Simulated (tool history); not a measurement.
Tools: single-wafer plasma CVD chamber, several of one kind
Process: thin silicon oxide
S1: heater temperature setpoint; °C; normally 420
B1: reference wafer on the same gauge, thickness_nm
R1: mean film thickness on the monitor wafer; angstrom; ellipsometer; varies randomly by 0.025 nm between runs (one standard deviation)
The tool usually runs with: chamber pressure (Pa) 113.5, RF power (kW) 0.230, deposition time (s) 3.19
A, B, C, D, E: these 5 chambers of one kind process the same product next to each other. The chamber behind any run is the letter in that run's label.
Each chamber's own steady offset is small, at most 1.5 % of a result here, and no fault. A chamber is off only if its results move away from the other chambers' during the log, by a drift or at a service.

Run 1D, hour 7.1: usual settings; B1 5.3068. Result: R1 54.257 angstrom.
Run 2B, hour 14.1: usual settings; B1 5.3155. Result: R1 54.315 angstrom.
Run 3C, hour 24.0: usual settings; B1 5.3090. Result: R1 54.728 angstrom.
Run 4A, hour 37.6: usual settings; B1 5.3040. Result: R1 54.815 angstrom.
Run 5E, hour 47.1: usual settings; B1 5.3070. Result: R1 54.861 angstrom.
Run 6C, hour 54.6: usual settings; B1 5.3101. Result: R1 54.680 angstrom.
Run 7B, hour 64.6: usual settings; B1 5.3099. Result: R1 54.446 angstrom.
Run 8E, hour 74.1: usual settings; B1 5.3102. Result: R1 54.721 angstrom.
Run 9D, hour 81.6: usual settings; B1 5.3151. Result: R1 54.054 angstrom.
Run 10A, hour 93.4: usual settings; B1 5.3113. Result: R1 54.770 angstrom.
Run 11E, hour 104.0: usual settings but chamber pressure (Pa) 128.8; B1 5.3111. Result: R1 61.181 angstrom.
Run 12B, hour 114.7: usual settings but chamber pressure (Pa) 128.8; B1 5.3199. Result: R1 60.276 angstrom.
Run 13C, hour 128.9: usual settings but chamber pressure (Pa) 128.8; B1 5.3073. Result: R1 60.338 angstrom.
Run 14D, hour 141.2: usual settings but chamber pressure (Pa) 128.8; B1 5.3116. Result: R1 60.357 angstrom.
Run 15A, hour 156.3: usual settings but chamber pressure (Pa) 128.8; B1 5.3124. Result: R1 61.237 angstrom.
Run 16B, hour 168.1: usual settings; B1 5.3099. Result: R1 53.752 angstrom.
Run 17D, hour 182.0: usual settings; B1 5.3087. Result: R1 53.966 angstrom.
Run 18A, hour 192.5: usual settings; B1 5.3128. Result: R1 55.678 angstrom.
Run 19C, hour 201.0: usual settings; B1 5.3101. Result: R1 54.404 angstrom.
Run 20E, hour 211.2: usual settings; B1 5.3119. Result: R1 55.361 angstrom.
Run 21B, hour 220.8: usual settings; B1 5.3130. Result: R1 53.898 angstrom.
Run 22E, hour 232.2: usual settings; B1 5.3075. Result: R1 54.986 angstrom.
Run 23A, hour 243.5: usual settings; B1 5.3052. Result: R1 56.184 angstrom.
Run 24C, hour 252.3: usual settings; B1 5.3092. Result: R1 54.439 angstrom.
Run 25D, hour 259.3: usual settings; B1 5.3171. Result: R1 54.016 angstrom.
Run 26E, hour 271.7: usual settings; B1 5.3053. Result: R1 55.015 angstrom.
Run 27D, hour 284.9: usual settings; B1 5.3067. Result: R1 54.381 angstrom.
Run 28B, hour 297.1: usual settings; B1 5.3128. Result: R1 53.741 angstrom.
Run 29C, hour 309.2: usual settings; B1 5.3042. Result: R1 54.149 angstrom.
Run 30A, hour 321.6: usual settings; B1 5.3107. Result: R1 56.236 angstrom.
Run 31B, hour 329.6: usual settings but chamber pressure (Pa) 128.9, RF power (kW) 0.210; B1 5.3139. Result: R1 57.821 angstrom.
Run 32A, hour 340.6: usual settings but chamber pressure (Pa) 128.9, RF power (kW) 0.210; B1 5.3130. Result: R1 60.390 angstrom.
Run 33C, hour 350.3: usual settings but chamber pressure (Pa) 128.9, RF power (kW) 0.210; B1 5.3092. Result: R1 57.737 angstrom.
Run 34D, hour 364.1: usual settings but chamber pressure (Pa) 128.9, RF power (kW) 0.210; B1 5.3041. Result: R1 57.834 angstrom.
At hour 365.5: chamber A: thermocouple changed; heater temperature recalibrated.
Run 35E, hour 376.8: usual settings but chamber pressure (Pa) 128.9, RF power (kW) 0.210; B1 5.3133. Result: R1 58.581 angstrom.
Run 36C, hour 387.3: usual settings; B1 5.3074. Result: R1 54.008 angstrom.
Run 37D, hour 398.3: usual settings; B1 5.3145. Result: R1 53.897 angstrom.
Run 38B, hour 409.2: usual settings; B1 5.3098. Result: R1 53.921 angstrom.
Run 39A, hour 422.9: usual settings; B1 5.3076. Result: R1 57.471 angstrom.
Run 40E, hour 431.8: usual settings; B1 5.3064. Result: R1 54.613 angstrom.
Run 41B, hour 443.1: usual settings; B1 5.3164. Result: R1 53.725 angstrom.
Run 42A, hour 454.3: usual settings; B1 5.3085. Result: R1 57.779 angstrom.

Decide between three cases: one chamber stands off from its peers, the gauge reading all wafers drifts, or nothing is wrong past each chamber's small offset. Where a chamber is off, say which and what most likely put it there.

Chamber A drifts away from the others.
Likeliest cause: true pressure above the setpoint (%) = 7.05.

Below are 4 candidate recipes for chamber A's next run, each the usual settings with a change, their results shown as question marks. Which of them brings A's results back in line with what the other chambers give on the usual settings?
A result is in line if it is within this distance of the other chambers' mean on the usual settings: R1 0.880 angstrom
Run 43A-1, hour 465.1: usual settings but RF power (kW) 0.235, deposition time (s) 3.26. Result: R1 ?.
Run 43A-2, hour 465.1: usual settings but chamber pressure (Pa) 120.0, RF power (kW) 0.235. Result: R1 ?.
Run 43A-3, hour 465.1: usual settings but chamber pressure (Pa) 111.6, deposition time (s) 3.15. Result: R1 ?.
Run 43A-4, hour 465.1: usual settings but deposition time (s) 3.00. Result: R1 ?.

What the other chambers average on the usual settings: R1 54.357 angstrom
  run      R1
43A-1  59.512
43A-2  61.097
43A-3  56.131
43A-4  54.227
Change 43A-4 lands the chamber within the allowed miss of the other chambers.

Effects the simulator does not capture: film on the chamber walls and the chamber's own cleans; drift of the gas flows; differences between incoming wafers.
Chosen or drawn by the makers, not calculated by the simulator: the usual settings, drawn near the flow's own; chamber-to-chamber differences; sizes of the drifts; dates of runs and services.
